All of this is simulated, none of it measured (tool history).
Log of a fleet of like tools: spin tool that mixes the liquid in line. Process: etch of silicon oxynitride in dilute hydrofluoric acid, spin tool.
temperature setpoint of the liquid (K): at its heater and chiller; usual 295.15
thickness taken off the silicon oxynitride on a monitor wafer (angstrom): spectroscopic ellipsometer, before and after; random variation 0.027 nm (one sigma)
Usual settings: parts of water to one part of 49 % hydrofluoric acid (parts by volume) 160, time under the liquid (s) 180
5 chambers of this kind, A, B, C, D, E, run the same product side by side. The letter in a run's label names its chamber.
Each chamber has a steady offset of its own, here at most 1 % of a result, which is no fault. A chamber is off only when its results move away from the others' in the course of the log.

run	day	temperature setpoint of the liquid (K)	parts of water to one part of 49 % hydrofluoric acid (parts by volume)	time under the liquid (s)	read-back film thickness of the silicon oxynitride reference wafer, read on the same gauge (nm)	thickness taken off the silicon oxynitride on a monitor wafer (angstrom)
1D	0.204	295.15	160	180	139.98	27.183
2B	0.562	295.15	160	180	139.99	27.598
3C	0.750	295.15	160	180	139.98	28.000
4A	1.108	295.15	160	180	140.00	27.050
5E	1.392	295.15	205	135	140.01	15.698
6A	1.662	295.15	205	135	140.01	15.366
7E	2.021	295.15	205	135	140.04	15.422
8C	2.254	295.15	205	135	139.99	14.969
9B	2.542	295.15	205	135	140.01	15.478
10D	2.708	295.15	160	180	140.04	26.901
11E	2.983	295.15	160	180	139.99	27.560
12D	3.325	295.15	160	180	140.03	26.661
13A	3.583	295.15	160	180	139.98	27.420
14C	3.900	295.15	160	180	139.98	25.937
# day 4.142: chamber D: hydrofluoric acid flow meter replaced
15B	4.217	295.15	160	180	139.98	27.023
16B	4.383	295.15	160	180	139.99	26.997
17D	4.712	295.15	160	180	140.04	27.225
18E	5.050	295.15	160	180	140.02	27.030
19A	5.338	295.15	160	180	139.97	26.818
20C	5.608	295.15	160	180	140.03	25.364
21A	5.946	295.15	160	180	140.00	27.098
22C	6.221	295.15	160	180	139.99	25.456
23D	6.454	295.15	160	180	140.00	27.586
24B	6.658	295.15	205	180	139.97	20.727
25E	6.825	295.15	205	180	140.00	20.682
26C	7.142	295.15	205	180	139.97	18.635
27A	7.496	295.15	205	180	140.00	20.688
28E	7.729	295.15	205	180	140.01	20.709
29D	7.958	295.15	160	180	139.98	27.463
30B	8.212	295.15	160	180	140.03	27.070
31D	8.492	295.15	160	180	140.03	27.167
32B	8.729	295.15	160	180	140.00	27.202
33C	8.962	295.15	160	180	139.99	24.745
34E	9.312	295.15	160	180	139.99	27.204
35A	9.579	295.15	160	180	139.99	26.700

All 5 chambers run these settings next. Forecast each chamber's results:
36A	9.850	295.15	160	180		?
36B	9.850	295.15	160	180		?
36C	9.850	295.15	160	180		?
36D	9.850	295.15	160	180		?
36E	9.850	295.15	160	180		?

run	thickness taken off the silicon oxynitride on a monitor wafer (angstrom)
36A	27.454
36B	27.500
36C	23.846
36D	27.397
36E	27.556

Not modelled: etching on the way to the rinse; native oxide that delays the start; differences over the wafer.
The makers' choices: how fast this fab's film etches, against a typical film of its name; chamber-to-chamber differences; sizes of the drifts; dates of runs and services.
